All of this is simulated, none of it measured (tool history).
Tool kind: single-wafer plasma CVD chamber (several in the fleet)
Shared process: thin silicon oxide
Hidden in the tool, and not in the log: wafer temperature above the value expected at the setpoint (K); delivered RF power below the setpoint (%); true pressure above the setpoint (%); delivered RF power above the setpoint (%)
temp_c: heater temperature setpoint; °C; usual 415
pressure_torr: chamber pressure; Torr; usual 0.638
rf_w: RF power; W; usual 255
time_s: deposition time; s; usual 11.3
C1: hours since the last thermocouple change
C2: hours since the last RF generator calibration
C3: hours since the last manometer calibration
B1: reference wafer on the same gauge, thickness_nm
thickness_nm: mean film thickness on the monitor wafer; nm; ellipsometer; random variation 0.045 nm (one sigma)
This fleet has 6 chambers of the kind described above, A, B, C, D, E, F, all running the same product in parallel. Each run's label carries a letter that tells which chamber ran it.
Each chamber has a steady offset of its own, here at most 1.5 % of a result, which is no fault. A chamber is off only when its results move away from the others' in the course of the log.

run 1A hour=12.6 | temp_c=415 pressure_torr=0.638 rf_w=255 time_s=11.3 | C1=1648.6 C2=1037.7 C3=50.4 | B1=16.306 | thickness_nm=15.078
run 2B hour=20.9 | temp_c=415 pressure_torr=0.638 rf_w=255 time_s=11.3 | C1=629.4 C2=171.0 C3=1160.5 | B1=16.302 | thickness_nm=15.108
run 3D hour=27.4 | temp_c=415 pressure_torr=0.638 rf_w=255 time_s=11.3 | C1=1369.6 C2=976.0 C3=1087.7 | B1=16.296 | thickness_nm=15.202
-- hour=29.1 chamber B: capacitance manometer re-zeroed and calibrated
run 4C hour=36.0 | temp_c=415 pressure_torr=0.638 rf_w=255 time_s=11.3 | C1=157.4 C2=580.1 C3=681.6 | B1=16.302 | thickness_nm=15.182
run 5F hour=49.2 | temp_c=415 pressure_torr=0.638 rf_w=255 time_s=11.3 | C1=199.2 C2=920.8 C3=877.9 | B1=16.300 | thickness_nm=15.229
run 6E hour=57.6 | temp_c=415 pressure_torr=0.493 rf_w=280 time_s=11.3 | C1=258.2 C2=300.4 C3=435.7 | B1=16.291 | thickness_nm=11.968
run 7E hour=64.6 | temp_c=415 pressure_torr=0.493 rf_w=280 time_s=11.3 | C1=265.2 C2=307.4 C3=442.7 | B1=16.303 | thickness_nm=11.926
run 8A hour=74.2 | temp_c=415 pressure_torr=0.493 rf_w=280 time_s=11.3 | C1=1710.2 C2=1099.3 C3=112.0 | B1=16.300 | thickness_nm=11.734
run 9B hour=83.6 | temp_c=415 pressure_torr=0.493 rf_w=280 time_s=11.3 | C1=692.1 C2=233.7 C3=54.5 | B1=16.305 | thickness_nm=11.918
run 10D hour=92.4 | temp_c=415 pressure_torr=0.493 rf_w=280 time_s=11.3 | C1=1434.6 C2=1041.0 C3=1152.7 | B1=16.301 | thickness_nm=11.975
run 11F hour=106.5 | temp_c=415 pressure_torr=0.493 rf_w=280 time_s=11.3 | C1=256.5 C2=978.1 C3=935.2 | B1=16.293 | thickness_nm=11.947
run 12C hour=114.7 | temp_c=415 pressure_torr=0.638 rf_w=255 time_s=11.3 | C1=236.1 C2=658.8 C3=760.3 | B1=16.300 | thickness_nm=15.143
run 13A hour=126.4 | temp_c=415 pressure_torr=0.638 rf_w=255 time_s=11.3 | C1=1762.4 C2=1151.5 C3=164.2 | B1=16.290 | thickness_nm=15.050
run 14F hour=133.8 | temp_c=415 pressure_torr=0.638 rf_w=255 time_s=11.3 | C1=283.8 C2=1005.4 C3=962.5 | B1=16.313 | thickness_nm=15.259
run 15C hour=146.3 | temp_c=415 pressure_torr=0.638 rf_w=255 time_s=11.3 | C1=267.7 C2=690.4 C3=791.9 | B1=16.293 | thickness_nm=15.254
run 16D hour=155.6 | temp_c=415 pressure_torr=0.638 rf_w=255 time_s=11.3 | C1=1497.8 C2=1104.2 C3=1215.9 | B1=16.302 | thickness_nm=15.154
run 17E hour=165.1 | temp_c=415 pressure_torr=0.638 rf_w=255 time_s=11.3 | C1=365.7 C2=407.9 C3=543.2 | B1=16.301 | thickness_nm=15.230
run 18B hour=172.7 | temp_c=415 pressure_torr=0.716 rf_w=255 time_s=10.3 | C1=781.2 C2=322.8 C3=143.6 | B1=16.292 | thickness_nm=15.659
-- hour=183.4 chamber D: thermocouple changed; heater temperature recalibrated
run 19F hour=183.9 | temp_c=415 pressure_torr=0.716 rf_w=255 time_s=10.3 | C1=333.9 C2=1055.5 C3=1012.6 | B1=16.298 | thickness_nm=15.735
run 20D hour=192.7 | temp_c=415 pressure_torr=0.716 rf_w=255 time_s=10.3 | C1=9.4 C2=1141.3 C3=1253.0 | B1=16.294 | thickness_nm=15.579
-- hour=198.3 chamber F: RF generator calibrated
run 21A hour=206.6 | temp_c=415 pressure_torr=0.716 rf_w=255 time_s=10.3 | C1=1842.6 C2=1231.7 C3=244.4 | B1=16.297 | thickness_nm=15.502
run 22E hour=220.8 | temp_c=415 pressure_torr=0.716 rf_w=255 time_s=10.3 | C1=421.4 C2=463.6 C3=598.9 | B1=16.307 | thickness_nm=15.753
run 23C hour=230.1 | temp_c=415 pressure_torr=0.716 rf_w=255 time_s=10.3 | C1=351.5 C2=774.2 C3=875.7 | B1=16.295 | thickness_nm=15.568
run 24B hour=244.0 | temp_c=415 pressure_torr=0.638 rf_w=255 time_s=11.3 | C1=852.5 C2=394.1 C3=214.9 | B1=16.292 | thickness_nm=15.186
run 25F hour=252.8 | temp_c=415 pressure_torr=0.638 rf_w=255 time_s=11.3 | C1=402.8 C2=54.5 C3=1081.5 | B1=16.297 | thickness_nm=15.149
run 26B hour=261.5 | temp_c=415 pressure_torr=0.638 rf_w=255 time_s=11.3 | C1=870.0 C2=411.6 C3=232.4 | B1=16.305 | thickness_nm=15.199
run 27A hour=275.2 | temp_c=415 pressure_torr=0.638 rf_w=255 time_s=11.3 | C1=1911.2 C2=1300.3 C3=313.0 | B1=16.297 | thickness_nm=15.087
run 28E hour=283.5 | temp_c=415 pressure_torr=0.638 rf_w=255 time_s=11.3 | C1=484.1 C2=526.3 C3=661.6 | B1=16.291 | thickness_nm=15.232
run 29D hour=294.1 | temp_c=415 pressure_torr=0.638 rf_w=255 time_s=11.3 | C1=110.8 C2=1242.7 C3=1354.4 | B1=16.290 | thickness_nm=15.168
run 30C hour=306.9 | temp_c=415 pressure_torr=0.638 rf_w=255 time_s=11.3 | C1=428.3 C2=851.0 C3=952.5 | B1=16.295 | thickness_nm=15.077
run 31D hour=320.1 | temp_c=415 pressure_torr=0.638 rf_w=255 time_s=11.3 | C1=136.8 C2=1268.7 C3=1380.4 | B1=16.295 | thickness_nm=15.156
run 32A hour=333.4 | temp_c=415 pressure_torr=0.638 rf_w=255 time_s=11.3 | C1=1969.4 C2=1358.5 C3=371.2 | B1=16.301 | thickness_nm=14.949
run 33E hour=342.5 | temp_c=415 pressure_torr=0.638 rf_w=255 time_s=11.3 | C1=543.1 C2=585.3 C3=720.6 | B1=16.292 | thickness_nm=15.176
run 34B hour=351.9 | temp_c=415 pressure_torr=0.638 rf_w=255 time_s=11.3 | C1=960.4 C2=502.0 C3=322.8 | B1=16.302 | thickness_nm=15.220
run 35F hour=358.5 | temp_c=415 pressure_torr=0.638 rf_w=255 time_s=11.3 | C1=508.5 C2=160.2 C3=1187.2 | B1=16.304 | thickness_nm=15.236
-- hour=370.1 chamber A: RF generator calibrated
run 36C hour=372.5 | temp_c=415 pressure_torr=0.638 rf_w=255 time_s=11.3 | C1=493.9 C2=916.6 C3=1018.1 | B1=16.312 | thickness_nm=15.091
run 37D hour=383.6 | temp_c=415 pressure_torr=0.638 rf_w=255 time_s=11.3 | C1=200.3 C2=1332.2 C3=1443.9 | B1=16.296 | thickness_nm=15.092
run 38B hour=394.2 | temp_c=415 pressure_torr=0.638 rf_w=255 time_s=11.3 | C1=1002.7 C2=544.3 C3=365.1 | B1=16.298 | thickness_nm=15.194
run 39A hour=402.9 | temp_c=415 pressure_torr=0.638 rf_w=255 time_s=11.3 | C1=2038.9 C2=32.8 C3=440.7 | B1=16.311 | thickness_nm=15.053
run 40C hour=411.0 | temp_c=415 pressure_torr=0.566 rf_w=255 time_s=11.3 | C1=532.4 C2=955.1 C3=1056.6 | B1=16.312 | thickness_nm=13.207

One chamber off, gauge drift, or nothing amiss beyond the chambers' own small offsets? If it is a chamber, which one, and what is the likeliest cause?

Beyond each chamber's small constant offset nothing stands out, and the gauge stays steady.
